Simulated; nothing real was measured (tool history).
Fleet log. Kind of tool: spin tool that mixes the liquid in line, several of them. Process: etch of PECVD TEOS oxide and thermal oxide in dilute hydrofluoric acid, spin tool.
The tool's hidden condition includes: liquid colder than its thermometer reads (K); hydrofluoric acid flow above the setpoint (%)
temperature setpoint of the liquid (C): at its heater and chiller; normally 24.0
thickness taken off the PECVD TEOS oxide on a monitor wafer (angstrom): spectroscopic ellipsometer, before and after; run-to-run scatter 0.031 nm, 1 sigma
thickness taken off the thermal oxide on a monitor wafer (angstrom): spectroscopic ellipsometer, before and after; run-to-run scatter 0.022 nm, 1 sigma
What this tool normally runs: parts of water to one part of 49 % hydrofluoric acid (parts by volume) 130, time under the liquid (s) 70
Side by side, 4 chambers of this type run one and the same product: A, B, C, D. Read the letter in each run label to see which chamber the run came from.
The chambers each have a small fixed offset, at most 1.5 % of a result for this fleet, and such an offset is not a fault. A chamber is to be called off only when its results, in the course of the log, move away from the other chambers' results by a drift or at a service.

run	hour	temperature setpoint of the liquid (C)	parts of water to one part of 49 % hydrofluoric acid (parts by volume)	time under the liquid (s)	hours since the thermometer was replaced	hours since the hydrofluoric acid flow meter was replaced	read-back film thickness of the PECVD TEOS oxide reference wafer, read on the same gauge (nm)	read-back film thickness of the thermal oxide reference wafer, read on the same gauge (nm)	thickness taken off the PECVD TEOS oxide on a monitor wafer (angstrom)	thickness taken off the thermal oxide on a monitor wafer (angstrom)
# hour 0.3: chamber D: hydrofluoric acid flow meter replaced
1A	9.6	24.0	130	70	787.9	115.5	110.02	99.979	45.523	25.4680
2B	21.1	24.0	130	70	196.1	1299.2	110.00	99.979	45.523	25.3880
3C	26.9	24.0	130	70	660.3	825.0	110.01	99.963	46.010	25.2490
4D	35.1	24.0	130	70	1922.8	34.9	110.06	100.020	46.190	25.0740
5A	42.3	24.0	130	70	820.6	148.2	109.97	100.000	46.330	25.5820
6C	54.7	24.0	130	70	688.1	852.8	110.00	99.990	45.948	25.3540
7D	62.8	24.0	130	70	1950.5	62.6	110.01	99.962	45.707	25.0200
8B	69.8	24.0	130	70	244.8	1347.9	110.01	100.000	45.271	25.2630
# hour 71.6: chamber A: thermometer replaced
9C	76.4	24.0	130	70	709.8	874.5	110.00	100.010	46.071	25.2330
10A	83.0	24.0	130	70	11.4	188.9	109.96	100.010	45.863	25.2190
11B	95.3	21.0	130	70	270.3	1373.4	109.98	100.020	40.251	22.5560
12D	103.0	21.0	130	70	1990.7	102.8	110.01	99.987	40.814	22.7140
13C	111.7	21.0	130	70	745.1	909.8	110.02	99.997	40.776	22.7670
14A	123.0	21.0	130	70	51.4	228.9	110.01	99.995	40.794	22.4890
15B	135.4	24.0	130	70	310.4	1413.5	110.03	100.030	45.456	25.5170
16D	146.4	24.0	130	70	2034.1	146.2	110.05	100.010	45.558	25.1180
17D	153.4	24.0	180	35	2041.1	153.2	109.96	99.989	15.687	8.6759
18A	162.2	24.0	180	35	90.6	268.1	109.98	100.010	15.605	8.4911
19C	169.1	24.0	180	35	802.5	967.2	110.00	99.996	15.656	8.6113
20B	177.0	24.0	180	35	352.0	1455.1	110.05	99.988	15.269	8.6917
21C	188.1	24.0	130	70	821.5	986.2	110.03	100.010	45.455	25.3150
22A	195.0	24.0	130	70	123.4	300.9	110.01	100.030	45.638	25.4980
23B	202.2	24.0	130	70	377.2	1480.3	110.01	100.000	45.098	25.2900
24D	208.9	19.5	130	70	2096.6	208.7	110.00	99.992	38.484	21.1330
25C	219.8	19.5	130	70	853.2	1017.9	109.99	99.997	38.076	21.2030
26B	230.0	19.5	130	70	405.0	1508.1	109.97	99.955	38.283	21.3230
27D	237.0	19.5	130	70	2124.7	236.8	109.97	99.989	38.250	20.9820
28A	242.9	24.0	130	70	171.3	348.8	109.96	100.000	46.202	26.0040
29B	248.6	24.0	130	70	423.6	1526.7	110.07	100.020	45.132	25.4940
30C	256.3	24.0	130	70	889.7	1054.4	110.05	100.000	45.897	25.0560
31D	262.9	24.0	130	70	2150.6	262.7	109.99	100.000	45.699	25.6350
32A	275.0	24.0	130	70	203.4	380.9	110.00	100.000	46.188	25.5920
33B	281.3	24.0	130	70	456.3	1559.4	110.03	99.978	45.416	25.1720

All 4 chambers run these settings next. Forecast each chamber's results:
34A	290.4	24.0	175	70					?	?
34B	290.4	24.0	175	70					?	?
34C	290.4	24.0	175	70					?	?
34D	290.4	24.0	175	70					?	?

run	thickness taken off the PECVD TEOS oxide on a monitor wafer (angstrom)	thickness taken off the thermal oxide on a monitor wafer (angstrom)
34A	32.805	18.0910
34B	31.808	18.0610
34C	32.143	17.9010
34D	32.258	17.8150
